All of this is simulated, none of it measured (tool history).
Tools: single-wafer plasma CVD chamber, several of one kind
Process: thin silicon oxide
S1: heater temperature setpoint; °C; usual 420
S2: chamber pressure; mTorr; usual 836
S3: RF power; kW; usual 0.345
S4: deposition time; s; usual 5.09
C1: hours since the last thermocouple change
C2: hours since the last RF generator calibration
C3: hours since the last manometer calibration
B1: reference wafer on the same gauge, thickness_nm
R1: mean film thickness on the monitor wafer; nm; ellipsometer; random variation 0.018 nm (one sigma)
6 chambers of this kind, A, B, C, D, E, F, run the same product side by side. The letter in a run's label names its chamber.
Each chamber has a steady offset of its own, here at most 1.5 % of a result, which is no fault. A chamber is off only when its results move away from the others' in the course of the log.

run     day   S1   S2     S3    S4      C1      C2      C3      B1       R1
      0.150  -- chamber C: RF generator calibrated
 1E   0.267  420  836  0.345  5.09  1109.6   278.1    43.8  10.901  10.1980
 2B   0.658  420  836  0.345  5.09  1056.4  2012.5   822.4  10.903  10.2270
 3A   1.112  420  836  0.345  5.09  2176.6   857.4   782.7  10.907  10.1820
 4F   1.475  420  836  0.345  5.09  1641.6   861.8   489.0  10.909  10.1000
 5D   1.762  420  836  0.345  5.09  1025.9   299.4   431.3  10.908  10.1370
 6C   2.004  420  836  0.345  5.09   805.2    44.5   420.8  10.915  10.0760
 7A   2.379  410  836  0.290  5.09  2207.0   887.8   813.1  10.909   9.5475
 8C   2.604  410  836  0.290  5.09   819.6    58.9   435.2  10.914   9.4643
 9E   2.908  410  836  0.290  5.09  1173.0   341.5   107.2  10.921   9.5821
10B   3.254  410  836  0.290  5.09  1118.7  2074.8   884.7  10.920   9.6322
11D   3.533  410  836  0.290  5.09  1068.4   341.9   473.8  10.925   9.5009
12F   3.733  410  836  0.290  5.09  1695.8   916.0   543.2  10.921   9.4959
13E   4.033  420  836  0.345  5.09  1200.0   368.5   134.2  10.920  10.2750
      4.362  -- chamber D: thermocouple changed; heater temperature recalibrated
14A   4.450  420  836  0.345  5.09  2256.7   937.5   862.8  10.921  10.1940
15D   4.821  420  836  0.345  5.09    11.0   372.8   504.7  10.927  10.1090
16C   5.108  420  836  0.345  5.09   879.7   119.0   495.3  10.933  10.1100
17F   5.392  420  910  0.345  4.74  1735.6   955.8   583.0  10.933  10.1660
18B   5.729  420  910  0.345  4.74  1178.1  2134.2   944.1  10.935  10.2640
19A   6.046  420  910  0.345  4.74  2295.0   975.8   901.1  10.936  10.2060
20E   6.371  420  910  0.345  4.74  1256.1   424.6   190.3  10.937  10.3130
      6.696  -- chamber B: RF generator calibrated
21D   6.800  420  910  0.345  4.74    58.5   420.3   552.2  10.940  10.1430
22F   7.033  420  910  0.345  4.74  1775.0   995.2   622.4  10.938  10.1550
      7.217  -- chamber A: RF generator calibrated
23C   7.317  420  836  0.345  5.09   932.7   172.0   548.3  10.944  10.1300
24B   7.767  420  836  0.345  5.09  1227.0    25.8   993.0  10.943  10.2660
25D   8.221  420  836  0.345  5.09    92.6   454.4   586.3  10.951  10.1390
26C   8.588  420  965  0.345  5.09   963.2   202.5   578.8  10.946  11.4030
27A   8.867  420  965  0.345  5.09  2362.7    39.6   968.8  10.955  11.5580
28E   9.150  420  965  0.345  5.09  1322.8   491.3   257.0  10.951  11.6140
29B   9.421  420  965  0.345  5.09  1266.7    65.5  1032.7  10.953  11.5730
30F   9.817  420  965  0.345  5.09  1841.8  1062.0   689.2  10.958  11.5140
31C  10.262  420  965  0.345  5.09  1003.4   242.7   619.0  10.957  11.3880
32E  10.554  420  836  0.345  5.09  1356.5   525.0   290.7  10.961  10.2770
33D  10.904  420  836  0.345  5.09   157.0   518.8   650.7  10.959  10.1650
34A  11.312  420  836  0.345  5.09  2421.4    98.3  1027.5  10.967  10.2430
35F  11.546  420  836  0.345  5.09  1883.3  1103.5   730.7  10.965  10.1610
     11.562  -- chamber B: thermocouple changed; heater temperature recalibrated
36B  11.779  420  836  0.345  5.09     5.2   122.1  1089.3  10.963  10.2870
37D  12.167  420  836  0.345  5.09   187.3   549.1   681.0  10.974  10.1570
38C  12.379  420  836  0.345  5.09  1054.2   293.5   669.8  10.972  10.1240
39E  12.738  420  836  0.345  5.09  1408.9   577.4   343.1  10.971  10.2880
40A  12.975  420  836  0.345  5.09  2461.3   138.2  1067.4  10.975  10.1950

What goes on in this fleet: one chamber off, a drifting gauge, or nothing beyond the chambers' own small offsets? Name the chamber and the cause, if any.

The gauge drifts, so all chambers seem to drift together. No chamber is off.
Cause: gauge reads high (%) = 0.713.

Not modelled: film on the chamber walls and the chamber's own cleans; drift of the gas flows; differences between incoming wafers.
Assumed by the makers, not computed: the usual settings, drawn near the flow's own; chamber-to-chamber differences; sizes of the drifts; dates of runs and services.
